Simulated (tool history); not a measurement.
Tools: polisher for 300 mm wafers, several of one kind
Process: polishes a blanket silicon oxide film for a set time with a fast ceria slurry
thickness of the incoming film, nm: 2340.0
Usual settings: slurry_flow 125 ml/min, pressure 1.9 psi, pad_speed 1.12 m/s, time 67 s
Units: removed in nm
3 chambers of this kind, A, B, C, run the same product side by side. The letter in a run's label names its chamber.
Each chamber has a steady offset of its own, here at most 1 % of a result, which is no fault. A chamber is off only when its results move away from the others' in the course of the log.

run	day	slurry_flow	pressure	pad_speed	time	wafers polished on this pad	hours since the slurry nozzle was cleaned	hours since the head pressure was calibrated	removed
1C	0.200	125	1.9	1.12	67	1488	404.0	411.0	693.36
2B	0.329	125	1.9	1.12	67	846	519.3	245.9	695.97
3A	0.517	125	1.9	1.12	67	547	63.1	413.9	688.74
# day 0.521: chamber C: worn pad replaced by a new one
4B	0.646	125	1.9	1.12	67	911	526.9	253.5	698.80
5A	0.800	125	1.9	1.12	67	606	69.9	420.7	705.19
6C	0.967	125	1.9	1.12	67	92	422.4	429.4	702.70
7B	1.071	125	1.9	1.12	67	999	537.1	263.7	698.96
8C	1.217	125	1.9	1.12	67	144	428.4	435.4	701.50
9A	1.404	125	1.9	1.12	67	731	84.4	435.2	697.63
10B	1.533	125	1.9	1.12	67	1095	548.2	274.8	700.90
# day 1.662: chamber A: head pressure recalibrated
11C	1.692	125	1.2	1.12	67	242	439.8	446.8	434.51
12A	1.812	125	1.2	1.12	67	816	94.2	3.6	433.34
# day 1.825: chamber A: worn pad replaced by a new one
13B	2.017	125	1.2	1.12	67	1195	559.8	286.4	441.46
14C	2.125	125	1.9	1.12	67	332	450.2	457.2	690.29
15A	2.238	125	1.9	1.12	86	85	104.4	13.8	903.14
16B	2.358	125	1.9	1.12	86	1266	568.0	294.6	885.79
17C	2.562	125	1.9	1.12	86	423	460.7	467.7	895.71
18A	2.758	125	1.9	1.12	67	193	116.9	26.3	683.75
19B	2.871	125	1.9	1.12	67	1372	580.3	306.9	678.25
20C	3.000	125	1.4	1.12	67	513	471.2	478.2	510.61
21A	3.108	125	1.4	1.12	67	266	125.3	34.7	508.25
22C	3.296	125	1.4	1.12	67	575	478.3	485.3	509.49
23B	3.521	125	1.9	1.12	67	1507	595.9	322.5	696.78
24A	3.729	125	1.9	1.12	67	395	140.2	49.6	692.82
# day 3.858: chamber B: worn pad replaced by a new one
25B	3.929	125	1.9	1.12	67	14	605.7	332.3	695.81
26A	4.138	125	1.9	1.12	67	479	150.0	59.4	696.77
27C	4.333	125	1.9	1.12	67	790	503.2	510.2	694.49

What goes on in this fleet: one chamber off, a drifting gauge, or nothing beyond the chambers' own small offsets? Name the chamber and the cause, if any.

No chamber stands off beyond its own small offset, and the gauge holds steady.

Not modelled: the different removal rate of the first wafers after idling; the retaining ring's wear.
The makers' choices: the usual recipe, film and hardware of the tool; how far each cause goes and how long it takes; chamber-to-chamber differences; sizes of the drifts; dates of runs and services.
